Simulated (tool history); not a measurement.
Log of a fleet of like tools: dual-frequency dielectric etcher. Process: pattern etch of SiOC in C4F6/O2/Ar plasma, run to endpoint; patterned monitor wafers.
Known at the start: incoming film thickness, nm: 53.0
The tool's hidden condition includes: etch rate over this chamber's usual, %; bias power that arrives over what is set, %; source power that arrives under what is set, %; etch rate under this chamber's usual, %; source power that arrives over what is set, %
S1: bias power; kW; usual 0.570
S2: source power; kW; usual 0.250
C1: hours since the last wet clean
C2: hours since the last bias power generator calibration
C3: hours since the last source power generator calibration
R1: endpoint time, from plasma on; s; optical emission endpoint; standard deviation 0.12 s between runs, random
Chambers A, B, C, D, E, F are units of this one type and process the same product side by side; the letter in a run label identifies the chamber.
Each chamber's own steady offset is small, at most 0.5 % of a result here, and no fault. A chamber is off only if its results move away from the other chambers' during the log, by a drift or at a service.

run 1E hour=2.7 | S1=0.570 S2=0.250 | C1=260.1 C2=1338.2 C3=2894.6 | R1=20.350
run 2D hour=5.6 | S1=0.570 S2=0.250 | C1=227.3 C2=630.7 C3=836.7 | R1=19.970
run 3B hour=8.1 | S1=0.570 S2=0.250 | C1=31.2 C2=1472.5 C3=1722.5 | R1=20.289
run 4C hour=11.8 | S1=0.570 S2=0.250 | C1=181.4 C2=3059.6 C3=1138.4 | R1=20.223
run 5A hour=15.1 | S1=0.469 S2=0.310 | C1=251.5 C2=560.9 C3=1768.4 | R1=19.976
run 6F hour=20.0 | S1=0.469 S2=0.310 | C1=456.2 C2=1077.6 C3=3631.7 | R1=20.288
run 7B hour=22.7 | S1=0.469 S2=0.310 | C1=45.8 C2=1487.1 C3=1737.1 | R1=20.307
run 8C hour=25.1 | S1=0.469 S2=0.310 | C1=194.7 C2=3072.9 C3=1151.7 | R1=20.075
run 9A hour=27.7 | S1=0.469 S2=0.310 | C1=264.1 C2=573.5 C3=1781.0 | R1=20.297
run 10D hour=30.1 | S1=0.469 S2=0.310 | C1=251.8 C2=655.2 C3=861.2 | R1=19.913
run 11E hour=34.2 | S1=0.570 S2=0.250 | C1=291.6 C2=1369.7 C3=2926.1 | R1=20.099
run 12F hour=37.5 | S1=0.570 S2=0.250 | C1=473.7 C2=1095.1 C3=3649.2 | R1=19.919
run 13E hour=40.5 | S1=0.570 S2=0.250 | C1=297.9 C2=1376.0 C3=2932.4 | R1=20.210
run 14A hour=44.5 | S1=0.570 S2=0.250 | C1=280.9 C2=590.3 C3=1797.8 | R1=20.197
-- hour=47.0 chamber F: wet clean of the chamber
run 15B hour=49.4 | S1=0.570 S2=0.250 | C1=72.5 C2=1513.8 C3=1763.8 | R1=20.294
run 16F hour=52.3 | S1=0.570 S2=0.250 | C1=5.3 C2=1109.9 C3=3664.0 | R1=20.289
run 17D hour=54.7 | S1=0.570 S2=0.250 | C1=276.4 C2=679.8 C3=885.8 | R1=20.266
run 18C hour=57.8 | S1=0.570 S2=0.250 | C1=227.4 C2=3105.6 C3=1184.4 | R1=20.324
run 19E hour=62.7 | S1=0.570 S2=0.250 | C1=320.1 C2=1398.2 C3=2954.6 | R1=20.308
run 20A hour=66.3 | S1=0.570 S2=0.250 | C1=302.7 C2=612.1 C3=1819.6 | R1=19.998
run 21F hour=70.6 | S1=0.570 S2=0.250 | C1=23.6 C2=1128.2 C3=3682.3 | R1=20.082
run 22D hour=74.5 | S1=0.570 S2=0.250 | C1=296.2 C2=699.6 C3=905.6 | R1=19.993
run 23B hour=78.8 | S1=0.570 S2=0.250 | C1=101.9 C2=1543.2 C3=1793.2 | R1=20.643
run 24C hour=81.2 | S1=0.570 S2=0.250 | C1=250.8 C2=3129.0 C3=1207.8 | R1=20.449
run 25C hour=85.0 | S1=0.570 S2=0.250 | C1=254.6 C2=3132.8 C3=1211.6 | R1=20.590
run 26B hour=89.3 | S1=0.437 S2=0.270 | C1=112.4 C2=1553.7 C3=1803.7 | R1=21.928
run 27D hour=93.6 | S1=0.437 S2=0.270 | C1=315.3 C2=718.7 C3=924.7 | R1=21.572
run 28F hour=97.0 | S1=0.437 S2=0.270 | C1=50.0 C2=1154.6 C3=3708.7 | R1=21.812
run 29E hour=101.7 | S1=0.437 S2=0.270 | C1=359.1 C2=1437.2 C3=2993.6 | R1=21.690
run 30A hour=105.3 | S1=0.437 S2=0.270 | C1=341.7 C2=651.1 C3=1858.6 | R1=21.951
-- hour=109.7 chamber A: wet clean of the chamber
run 31F hour=109.8 | S1=0.437 S2=0.270 | C1=62.8 C2=1167.4 C3=3721.5 | R1=21.780
run 32E hour=113.8 | S1=0.570 S2=0.250 | C1=371.2 C2=1449.3 C3=3005.7 | R1=20.142
run 33C hour=117.2 | S1=0.570 S2=0.250 | C1=286.8 C2=3165.0 C3=1243.8 | R1=21.098
run 34A hour=121.8 | S1=0.570 S2=0.250 | C1=12.2 C2=667.6 C3=1875.1 | R1=20.109
run 35D hour=127.1 | S1=0.570 S2=0.250 | C1=348.8 C2=752.2 C3=958.2 | R1=19.859
run 36B hour=130.7 | S1=0.570 S2=0.250 | C1=153.8 C2=1595.1 C3=1845.1 | R1=20.461
run 37B hour=133.4 | S1=0.511 S2=0.230 | C1=156.5 C2=1597.8 C3=1847.8 | R1=22.022
run 38F hour=138.5 | S1=0.511 S2=0.230 | C1=91.5 C2=1196.1 C3=3750.2 | R1=21.540
run 39E hour=140.9 | S1=0.511 S2=0.230 | C1=398.3 C2=1476.4 C3=3032.8 | R1=21.703
run 40A hour=143.4 | S1=0.511 S2=0.230 | C1=33.8 C2=689.2 C3=1896.7 | R1=21.548

Decide between three cases: one chamber stands off from its peers, the gauge reading all wafers drifts, or nothing is wrong past each chamber's small offset. Where a chamber is off, say which and what most likely put it there.

Chamber C drifts away from the others.
Most likely cause: etch rate under this chamber's usual, % = 5.22.

Chamber C could run next with any of the 4 candidate recipes listed below; each alters the usual settings, and their results appear as question marks. Which one brings its results back in line with what the other chambers deliver on the usual settings?
In-line tolerance around the mean of the other chambers on the usual settings: R1 0.410 s
run 41C-1 hour=147.2 | S1=0.502 S2=0.220 | R1=?
run 41C-2 hour=147.2 | S1=0.612 S2=0.270 | R1=?
run 41C-3 hour=147.2 | S1=0.528 S2=0.230 | R1=?
run 41C-4 hour=147.2 | S1=0.570 S2=0.320 | R1=?

What the other chambers average on the usual settings: R1 20.187 s
run=41C-1 R1=23.291
run=41C-2 R1=20.066
run=41C-3 R1=22.488
run=41C-4 R1=19.395
41C-2 is the one that brings the chamber's results back in line with the other chambers.
